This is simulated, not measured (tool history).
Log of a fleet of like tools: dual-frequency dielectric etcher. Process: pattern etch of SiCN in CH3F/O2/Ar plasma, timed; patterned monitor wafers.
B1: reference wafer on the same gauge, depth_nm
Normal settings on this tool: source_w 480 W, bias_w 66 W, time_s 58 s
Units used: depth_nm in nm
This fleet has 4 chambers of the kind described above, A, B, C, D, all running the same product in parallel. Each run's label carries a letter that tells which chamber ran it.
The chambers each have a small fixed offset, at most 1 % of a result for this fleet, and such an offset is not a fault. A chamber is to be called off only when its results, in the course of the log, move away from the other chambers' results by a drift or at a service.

run 1D hour=5.0 | source_w=480 bias_w=66 time_s=58 | B1=22.696 | depth_nm=22.877
run 2C hour=13.5 | source_w=480 bias_w=66 time_s=58 | B1=22.695 | depth_nm=22.919
run 3A hour=22.1 | source_w=480 bias_w=66 time_s=58 | B1=22.696 | depth_nm=22.737
run 4B hour=31.3 | source_w=480 bias_w=66 time_s=58 | B1=22.695 | depth_nm=22.683
run 5A hour=37.4 | source_w=480 bias_w=66 time_s=58 | B1=22.740 | depth_nm=22.598
-- hour=44.0 chamber D: wet clean of the chamber
run 6C hour=48.6 | source_w=480 bias_w=66 time_s=58 | B1=22.669 | depth_nm=22.796
run 7D hour=58.3 | source_w=480 bias_w=66 time_s=58 | B1=22.694 | depth_nm=22.627
run 8B hour=68.2 | source_w=480 bias_w=66 time_s=58 | B1=22.713 | depth_nm=22.848
-- hour=74.0 chamber B: wet clean of the chamber
run 9A hour=78.0 | source_w=480 bias_w=66 time_s=58 | B1=22.690 | depth_nm=22.458
run 10D hour=85.4 | source_w=480 bias_w=66 time_s=58 | B1=22.693 | depth_nm=22.852
run 11C hour=93.9 | source_w=540 bias_w=60 time_s=58 | B1=22.683 | depth_nm=22.978
run 12B hour=99.9 | source_w=540 bias_w=60 time_s=58 | B1=22.684 | depth_nm=23.168
run 13A hour=108.3 | source_w=540 bias_w=60 time_s=58 | B1=22.718 | depth_nm=23.146
run 14B hour=117.0 | source_w=540 bias_w=60 time_s=58 | B1=22.721 | depth_nm=23.247
run 15D hour=122.6 | source_w=480 bias_w=66 time_s=58 | B1=22.714 | depth_nm=22.640
run 16C hour=131.5 | source_w=480 bias_w=66 time_s=70 | B1=22.673 | depth_nm=27.704
run 17D hour=137.7 | source_w=480 bias_w=66 time_s=70 | B1=22.690 | depth_nm=27.280
run 18A hour=145.5 | source_w=480 bias_w=66 time_s=70 | B1=22.696 | depth_nm=27.320
run 19B hour=156.4 | source_w=480 bias_w=66 time_s=70 | B1=22.700 | depth_nm=27.747
run 20C hour=161.6 | source_w=480 bias_w=66 time_s=58 | B1=22.711 | depth_nm=22.951
run 21C hour=170.1 | source_w=370 bias_w=59 time_s=58 | B1=22.685 | depth_nm=19.924
run 22D hour=179.7 | source_w=370 bias_w=59 time_s=58 | B1=22.702 | depth_nm=19.926
run 23A hour=186.9 | source_w=370 bias_w=59 time_s=58 | B1=22.713 | depth_nm=19.926
run 24B hour=195.0 | source_w=370 bias_w=59 time_s=58 | B1=22.717 | depth_nm=19.894
run 25D hour=205.2 | source_w=480 bias_w=66 time_s=58 | B1=22.670 | depth_nm=22.768
run 26A hour=215.5 | source_w=480 bias_w=66 time_s=58 | B1=22.715 | depth_nm=22.741
run 27B hour=222.4 | source_w=480 bias_w=66 time_s=58 | B1=22.682 | depth_nm=22.932
run 28C hour=229.2 | source_w=480 bias_w=66 time_s=58 | B1=22.705 | depth_nm=22.766
-- hour=230.3 chamber C: wet clean of the chamber
-- hour=231.8 chamber A: wet clean of the chamber
run 29C hour=238.2 | source_w=480 bias_w=66 time_s=58 | B1=22.711 | depth_nm=22.744
run 30A hour=248.6 | source_w=480 bias_w=66 time_s=58 | B1=22.697 | depth_nm=22.457
run 31D hour=258.8 | source_w=480 bias_w=66 time_s=58 | B1=22.689 | depth_nm=22.569
run 32B hour=264.0 | source_w=480 bias_w=55 time_s=58 | B1=22.674 | depth_nm=21.453
run 33B hour=274.0 | source_w=480 bias_w=55 time_s=58 | B1=22.705 | depth_nm=21.473
run 34A hour=281.9 | source_w=480 bias_w=55 time_s=58 | B1=22.687 | depth_nm=21.434
run 35D hour=289.5 | source_w=480 bias_w=55 time_s=58 | B1=22.699 | depth_nm=21.193
run 36C hour=298.5 | source_w=480 bias_w=66 time_s=58 | B1=22.700 | depth_nm=22.627
run 37A hour=309.6 | source_w=480 bias_w=66 time_s=58 | B1=22.660 | depth_nm=22.573
run 38B hour=319.0 | source_w=480 bias_w=66 time_s=58 | B1=22.684 | depth_nm=22.694
run 39D hour=325.3 | source_w=480 bias_w=66 time_s=58 | B1=22.725 | depth_nm=22.833

For the next run the whole fleet of 4 chambers uses the same settings. Give each chamber's results:
run 40A hour=333.4 | source_w=370 bias_w=66 time_s=58 | depth_nm=?
run 40B hour=333.4 | source_w=370 bias_w=66 time_s=58 | depth_nm=?
run 40C hour=333.4 | source_w=370 bias_w=66 time_s=58 | depth_nm=?
run 40D hour=333.4 | source_w=370 bias_w=66 time_s=58 | depth_nm=?

run=40A depth_nm=20.486
run=40B depth_nm=20.711
run=40C depth_nm=20.709
run=40D depth_nm=20.519
